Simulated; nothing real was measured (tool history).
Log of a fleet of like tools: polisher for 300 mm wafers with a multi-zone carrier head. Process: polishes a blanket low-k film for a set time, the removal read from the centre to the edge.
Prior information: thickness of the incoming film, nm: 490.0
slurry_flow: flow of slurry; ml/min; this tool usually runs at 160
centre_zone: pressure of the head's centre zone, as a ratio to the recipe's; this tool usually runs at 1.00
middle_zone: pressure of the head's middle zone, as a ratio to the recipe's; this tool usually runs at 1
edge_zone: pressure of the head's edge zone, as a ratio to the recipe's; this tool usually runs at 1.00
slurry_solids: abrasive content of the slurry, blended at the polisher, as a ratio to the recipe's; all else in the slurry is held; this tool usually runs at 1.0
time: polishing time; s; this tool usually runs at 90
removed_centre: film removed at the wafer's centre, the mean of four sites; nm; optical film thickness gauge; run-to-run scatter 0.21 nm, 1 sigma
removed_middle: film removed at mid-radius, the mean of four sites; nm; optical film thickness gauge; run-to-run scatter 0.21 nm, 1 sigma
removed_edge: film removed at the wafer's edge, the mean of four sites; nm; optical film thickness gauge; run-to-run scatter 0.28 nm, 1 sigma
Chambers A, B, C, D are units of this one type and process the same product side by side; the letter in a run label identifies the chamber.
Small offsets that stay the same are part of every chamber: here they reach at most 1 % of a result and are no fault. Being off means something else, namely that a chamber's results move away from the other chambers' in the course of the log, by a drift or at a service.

run     day  slurry_flow  centre_zone  middle_zone  edge_zone  slurry_solids  time  wafers polished on this pad  hours since the slurry nozzle was cleaned  hours since the centre zone pressure was calibrated  hours since the edge zone pressure was calibrated  removed_centre  removed_middle  removed_edge
 1C   0.317          160         1.00            1       1.00            1.0    90                          686                                       61.9                                                376.3                                              830.0          19.445          19.430        19.768
 2D   0.633          160         1.00            1       1.00            1.0    90                          733                                      511.9                                                251.2                                               16.0          19.507          19.500        19.122
      0.983  -- chamber B: worn pad replaced by a new one
 3A   1.017          160         1.00            1       1.00            1.0    90                          294                                      261.1                                                141.1                                              625.6          19.545          19.911        19.876
      1.242  -- chamber C: worn pad replaced by a new one
 4B   1.458          160         1.00            1       1.00            1.0    90                           74                                       77.1                                                167.9                                              334.1          19.165          19.483        19.759
 5C   1.733          160         1.00            1       0.92            1.0    90                           77                                       95.9                                                410.3                                              864.0          19.090          19.563        18.401
 6A   2.129          160         1.00            1       0.92            1.0    90                          468                                      287.8                                                167.8                                              652.3          19.505          19.679        18.860
 7D   2.662          160         1.00            1       0.92            1.0    90                         1049                                      560.6                                                299.9                                               64.7          19.005          19.254        18.410
      3.121  -- chamber A: worn pad replaced by a new one
 8B   3.204          160         1.00            1       0.92            1.0    90                          346                                      119.0                                                209.8                                              376.0          19.451          20.094        18.437
 9D   3.629          160         1.00            1       1.00            1.0    90                         1200                                      583.8                                                323.1                                               87.9          19.535          19.362        19.875
      3.667  -- chamber D: slurry nozzle cleaned
10A   3.983          160         1.00            1       1.00            1.0    90                          134                                      332.3                                                212.3                                              696.8          19.488          19.957        19.508
11B   4.250          160         1.00            1       1.00            1.0    90                          509                                      144.1                                                234.9                                              401.1          19.588          19.448        19.471
12C   4.508          160         1.00            1       1.00            1.0    90                          509                                      162.5                                                476.9                                              930.6          19.408          19.666        19.404
      4.925  -- chamber D: centre zone pressure recalibrated
13A   5.062          160         1.00            1       1.00            1.0    90                          303                                      358.2                                                238.2                                              722.7          19.126          19.380        19.963
      5.571  -- chamber B: worn pad replaced by a new one
14D   5.629          160         1.07            1       1.00            1.0   109                         1512                                       47.1                                                 16.9                                              135.9          24.761          22.947        22.663
15C   6.167          160         1.07            1       1.00            1.0   109                          767                                      202.3                                                516.7                                              970.4          24.649          23.565        23.620
16B   6.421          160         1.07            1       1.00            1.0   109                          132                                      196.2                                                287.0                                              453.2          25.546          23.496        23.895
      6.638  -- chamber A: worn pad replaced by a new one
17D   6.683          160         1.07            1       1.00            1.0   109                         1676                                       72.4                                                 42.2                                              161.2          24.322          22.339        22.757
18B   7.175          160         1.00            1       1.00            1.0    90                          250                                      214.3                                                305.1                                              471.3          19.304          19.717        20.043
19C   7.521          200         1.00            1       1.00            1.0    90                          978                                      234.8                                                549.2                                             1002.9          20.082          20.183        20.024
      7.842  -- chamber C: worn pad replaced by a new one
20A   8.012          200         1.00            1       1.00            1.0    90                          214                                      429.0                                                309.0                                              793.5          20.450          20.455        20.220
21C   8.538          200         1.00            1       1.00            1.0    90                          108                                      259.2                                                573.6                                             1027.3          20.337          20.120        20.052
22A   8.946          200         1.00            1       1.00            1.0    90                          360                                      451.4                                                331.4                                              815.9          20.227          20.124        20.417
      9.217  -- chamber A: slurry nozzle cleaned
23D   9.338          160         1.00            1       1.00            1.0   101                         2089                                      136.1                                                105.9                                              224.9          20.672          20.467        20.297
24B   9.638          160         1.00            1       1.00            1.0   101                          633                                      273.4                                                364.2                                              530.4          22.240          22.302        21.681
25C  10.054          160         1.00            1       1.00            1.0   101                          345                                      295.6                                                610.0                                             1063.7          21.758          22.508        21.932
26D  10.308          160         1.00            1       1.00            1.0   101                         2241                                      159.4                                                129.2                                              248.2          20.327          19.974        20.473
     10.638  -- chamber A: worn pad replaced by a new one
27A  10.662          160         1.09            1       1.00            1.0    90                            4                                       34.7                                                372.6                                              857.1          21.382          19.519        19.883
     10.812  -- chamber B: worn pad replaced by a new one
28B  11.225          160         1.09            1       1.00            1.0    90                           64                                      311.5                                                402.3                                              568.5          21.392          19.859        19.429
29A  11.504          160         1.09            1       1.00            1.0    90                          135                                       54.9                                                392.8                                              877.3          21.338          19.394        19.580
30C  11.850          160         1.09            1       1.00            1.0    90                          624                                      338.7                                                653.1                                             1106.8          21.379          19.702        19.653
     12.171  -- chamber C: centre zone pressure recalibrated
31D  12.321          160         1.00            1       1.00            1.0    90                         2554                                      207.7                                                177.5                                              296.5          17.537          17.865        17.976
32B  12.762          160         1.00            1       1.00            1.0    90                          304                                      348.4                                                439.2                                              605.4          19.722          19.654        19.395
     13.071  -- chamber C: worn pad replaced by a new one
33B  13.200          160         1.00            1       1.00            1.0    90                          372                                      358.9                                                449.7                                              615.9          19.393          19.353        20.323
34C  13.450          160         1.00            1       1.00            1.0    90                           59                                      377.1                                                 30.7                                             1145.2          19.275          19.493        19.171
     13.804  -- chamber B: edge zone pressure recalibrated
35A  13.917          160         1.00            1       1.00            1.0    90                          511                                      112.8                                                450.7                                              935.2          20.090          19.617        19.595
36D  14.354          160         1.00            1       1.00            1.0    90                         2871                                      256.5                                                226.3                                              345.3          17.534          17.343        17.500
37C  14.829          160         1.00            1       1.00            1.0    90                          274                                      410.2                                                 63.8                                             1178.3          19.327          19.696        19.946
38B  15.312          160         1.00            1       1.00            1.0    90                          701                                      409.6                                                500.4                                               36.2          19.696          19.757        19.302
39D  15.842          160         1.00            1       1.00            0.9    90                         3103                                      292.2                                                262.0                                              381.0          16.326          16.533        16.271

For the next run the whole fleet of 4 chambers uses the same settings. Give each chamber's results:
40A  16.250          160         1.00            1       1.00            1.0    90                                                                                                                                                                                               ?               ?             ?
40B  16.250          160         1.00            1       1.00            1.0    90                                                                                                                                                                                               ?               ?             ?
40C  16.250          160         1.00            1       1.00            1.0    90                                                                                                                                                                                               ?               ?             ?
40D  16.250          160         1.00            1       1.00            1.0    90                                                                                                                                                                                               ?               ?             ?

run  removed_centre  removed_middle  removed_edge
40A          18.932          19.277        19.588
40B          20.027          19.383        19.393
40C          19.406          19.575        19.317
40D          17.228          17.371        17.374
